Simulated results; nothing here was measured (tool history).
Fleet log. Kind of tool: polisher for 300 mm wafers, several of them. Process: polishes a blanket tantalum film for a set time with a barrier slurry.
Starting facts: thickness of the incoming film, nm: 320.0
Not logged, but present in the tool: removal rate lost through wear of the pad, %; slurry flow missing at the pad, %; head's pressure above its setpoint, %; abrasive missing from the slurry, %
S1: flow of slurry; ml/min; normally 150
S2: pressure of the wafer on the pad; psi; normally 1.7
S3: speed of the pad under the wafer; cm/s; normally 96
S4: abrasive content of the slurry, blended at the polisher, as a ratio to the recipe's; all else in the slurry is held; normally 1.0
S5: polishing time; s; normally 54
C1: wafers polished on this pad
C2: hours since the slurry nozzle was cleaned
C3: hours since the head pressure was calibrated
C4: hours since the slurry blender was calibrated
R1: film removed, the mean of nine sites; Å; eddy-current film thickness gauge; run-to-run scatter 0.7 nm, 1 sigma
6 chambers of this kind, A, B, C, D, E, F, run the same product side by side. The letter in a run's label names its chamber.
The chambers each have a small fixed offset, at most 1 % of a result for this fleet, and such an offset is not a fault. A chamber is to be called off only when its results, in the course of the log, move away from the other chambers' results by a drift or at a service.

run 1D day=0.133 | S1=150 S2=1.7 S3=96 S4=1.0 S5=54 | C1=132 C2=447.6 C3=1358.7 C4=314.5 | R1=793.34
run 2C day=0.271 | S1=150 S2=1.7 S3=96 S4=1.0 S5=54 | C1=702 C2=84.4 C3=333.4 C4=249.2 | R1=797.09
run 3B day=0.417 | S1=150 S2=1.7 S3=96 S4=1.0 S5=54 | C1=882 C2=67.7 C3=237.9 C4=217.3 | R1=785.42
run 4A day=0.642 | S1=150 S2=1.7 S3=96 S4=1.0 S5=54 | C1=191 C2=136.7 C3=71.6 C4=53.6 | R1=780.86
run 5F day=0.804 | S1=150 S2=1.7 S3=96 S4=1.0 S5=54 | C1=402 C2=584.4 C3=402.9 C4=60.3 | R1=781.89
-- day=0.933 chamber E: worn pad replaced by a new one
run 6E day=1.000 | S1=150 S2=1.7 S3=96 S4=1.0 S5=54 | C1=9 C2=457.8 C3=523.6 C4=214.5 | R1=795.07
run 7A day=1.162 | S1=150 S2=1.7 S3=96 S4=1.0 S5=54 | C1=264 C2=149.2 C3=84.1 C4=66.1 | R1=795.92
run 8B day=1.283 | S1=150 S2=1.7 S3=96 S4=1.0 S5=54 | C1=1004 C2=88.5 C3=258.7 C4=238.1 | R1=776.58
run 9D day=1.479 | S1=150 S2=1.7 S3=96 S4=1.0 S5=54 | C1=321 C2=479.9 C3=1391.0 C4=346.8 | R1=800.83
run 10E day=1.638 | S1=150 S2=1.7 S3=96 S4=1.0 S5=54 | C1=99 C2=473.1 C3=538.9 C4=229.8 | R1=792.93
run 11F day=1.858 | S1=150 S2=1.7 S3=96 S4=1.0 S5=54 | C1=550 C2=609.7 C3=428.2 C4=85.6 | R1=779.57
-- day=1.896 chamber D: slurry blender recalibrated
run 12C day=2.046 | S1=150 S2=1.7 S3=114 S4=1.0 S5=54 | C1=950 C2=127.0 C3=376.0 C4=291.8 | R1=943.10
run 13C day=2.188 | S1=150 S2=1.7 S3=114 S4=1.0 S5=54 | C1=970 C2=130.4 C3=379.4 C4=295.2 | R1=954.19
run 14E day=2.417 | S1=150 S2=1.7 S3=114 S4=1.0 S5=54 | C1=208 C2=491.8 C3=557.6 C4=248.5 | R1=913.45
run 15A day=2.562 | S1=150 S2=1.7 S3=114 S4=1.0 S5=54 | C1=460 C2=182.8 C3=117.7 C4=99.7 | R1=936.08
-- day=2.579 chamber F: worn pad replaced by a new one
run 16B day=2.704 | S1=150 S2=1.7 S3=114 S4=1.0 S5=54 | C1=1203 C2=122.6 C3=292.8 C4=272.2 | R1=929.42
run 17D day=2.862 | S1=150 S2=1.7 S3=114 S4=1.0 S5=54 | C1=515 C2=513.1 C3=1424.2 C4=23.2 | R1=943.69
-- day=2.892 chamber B: worn pad replaced by a new one
run 18F day=3.079 | S1=150 S2=1.7 S3=112 S4=1.2 S5=54 | C1=70 C2=639.0 C3=457.5 C4=114.9 | R1=959.50
-- day=3.133 chamber C: worn pad replaced by a new one
run 19D day=3.188 | S1=150 S2=1.7 S3=112 S4=1.2 S5=54 | C1=560 C2=520.9 C3=1432.0 C4=31.0 | R1=968.33
run 20A day=3.379 | S1=150 S2=1.7 S3=112 S4=1.2 S5=54 | C1=575 C2=202.4 C3=137.3 C4=119.3 | R1=945.46
-- day=3.467 chamber D: slurry nozzle cleaned
run 21C day=3.579 | S1=150 S2=1.7 S3=112 S4=1.2 S5=54 | C1=62 C2=163.8 C3=412.8 C4=328.6 | R1=981.60
run 22E day=3.767 | S1=150 S2=1.7 S3=112 S4=1.2 S5=54 | C1=397 C2=524.2 C3=590.0 C4=280.9 | R1=932.67
run 23F day=3.892 | S1=150 S2=1.7 S3=112 S4=1.2 S5=54 | C1=184 C2=658.5 C3=477.0 C4=134.4 | R1=948.34
run 24B day=3.996 | S1=150 S2=1.7 S3=96 S4=1.0 S5=54 | C1=154 C2=153.6 C3=323.8 C4=303.2 | R1=779.27
-- day=4.050 chamber A: slurry blender recalibrated
run 25D day=4.158 | S1=150 S2=1.7 S3=96 S4=1.0 S5=54 | C1=696 C2=16.7 C3=1455.3 C4=54.3 | R1=787.51
-- day=4.325 chamber A: worn pad replaced by a new one
run 26C day=4.338 | S1=150 S2=1.7 S3=110 S4=1.0 S5=54 | C1=168 C2=182.0 C3=431.0 C4=346.8 | R1=910.53
run 27E day=4.517 | S1=150 S2=1.7 S3=110 S4=1.0 S5=54 | C1=502 C2=542.2 C3=608.0 C4=298.9 | R1=857.39
run 28A day=4.671 | S1=150 S2=1.7 S3=110 S4=1.0 S5=54 | C1=48 C2=233.4 C3=168.3 C4=15.0 | R1=888.57
-- day=4.754 chamber C: slurry blender recalibrated
run 29F day=4.812 | S1=150 S2=1.7 S3=110 S4=1.0 S5=54 | C1=313 C2=680.6 C3=499.1 C4=156.5 | R1=913.19
run 30B day=4.917 | S1=150 S2=1.7 S3=110 S4=1.0 S5=54 | C1=283 C2=175.7 C3=345.9 C4=325.3 | R1=900.10
run 31A day=5.017 | S1=150 S2=1.7 S3=110 S4=1.0 S5=54 | C1=97 C2=241.7 C3=176.6 C4=23.3 | R1=916.80
run 32E day=5.167 | S1=150 S2=2.1 S3=96 S4=0.9 S5=54 | C1=593 C2=557.8 C3=623.6 C4=314.5 | R1=875.82
-- day=5.196 chamber D: head pressure recalibrated
run 33C day=5.304 | S1=150 S2=2.1 S3=96 S4=0.9 S5=54 | C1=304 C2=205.2 C3=454.2 C4=13.2 | R1=959.16
run 34B day=5.454 | S1=150 S2=2.1 S3=96 S4=0.9 S5=54 | C1=359 C2=188.6 C3=358.8 C4=338.2 | R1=948.40
run 35F day=5.562 | S1=150 S2=2.1 S3=96 S4=0.9 S5=54 | C1=418 C2=698.6 C3=517.1 C4=174.5 | R1=930.01
run 36D day=5.667 | S1=150 S2=2.1 S3=96 S4=0.9 S5=54 | C1=907 C2=52.9 C3=11.4 C4=90.5 | R1=950.36
run 37A day=5.838 | S1=150 S2=2.1 S3=96 S4=0.9 S5=54 | C1=212 C2=261.4 C3=196.3 C4=43.0 | R1=948.44

One chamber off, gauge drift, or nothing amiss beyond the chambers' own small offsets? If it is a chamber, which one, and what is the likeliest cause?

Little by little, chamber E moves away from the other chambers.
Likeliest cause: abrasive missing from the slurry, % = 25.2.
It could be hard to tell apart here from: removal rate lost through wear of the pad, %; slurry flow missing at the pad, %; head's pressure below its setpoint, %.

Here are 4 candidates for chamber E's next run, each the usual settings with a change, their results left as question marks. Which one brings its results back in line with what the others give on the usual settings?
In line here means within this much of the mean the other chambers give on the usual settings: R1 24.00 Å
run 38E-1 day=6.000 | S1=150 S2=1.7 S3=96 S4=1.25 S5=54 | R1=?
run 38E-2 day=6.000 | S1=150 S2=1.7 S3=94 S4=1.00 S5=53 | R1=?
run 38E-3 day=6.000 | S1=150 S2=1.6 S3=94 S4=1.00 S5=54 | R1=?
run 38E-4 day=6.000 | S1=150 S2=1.7 S3=98 S4=1.00 S5=54 | R1=?

The other chambers' mean on the usual settings: R1 787.37 Å
run=38E-1 R1=775.05
run=38E-2 R1=691.91
run=38E-3 R1=664.00
run=38E-4 R1=734.87
Change 38E-1 lands the chamber within the allowed miss of the other chambers.
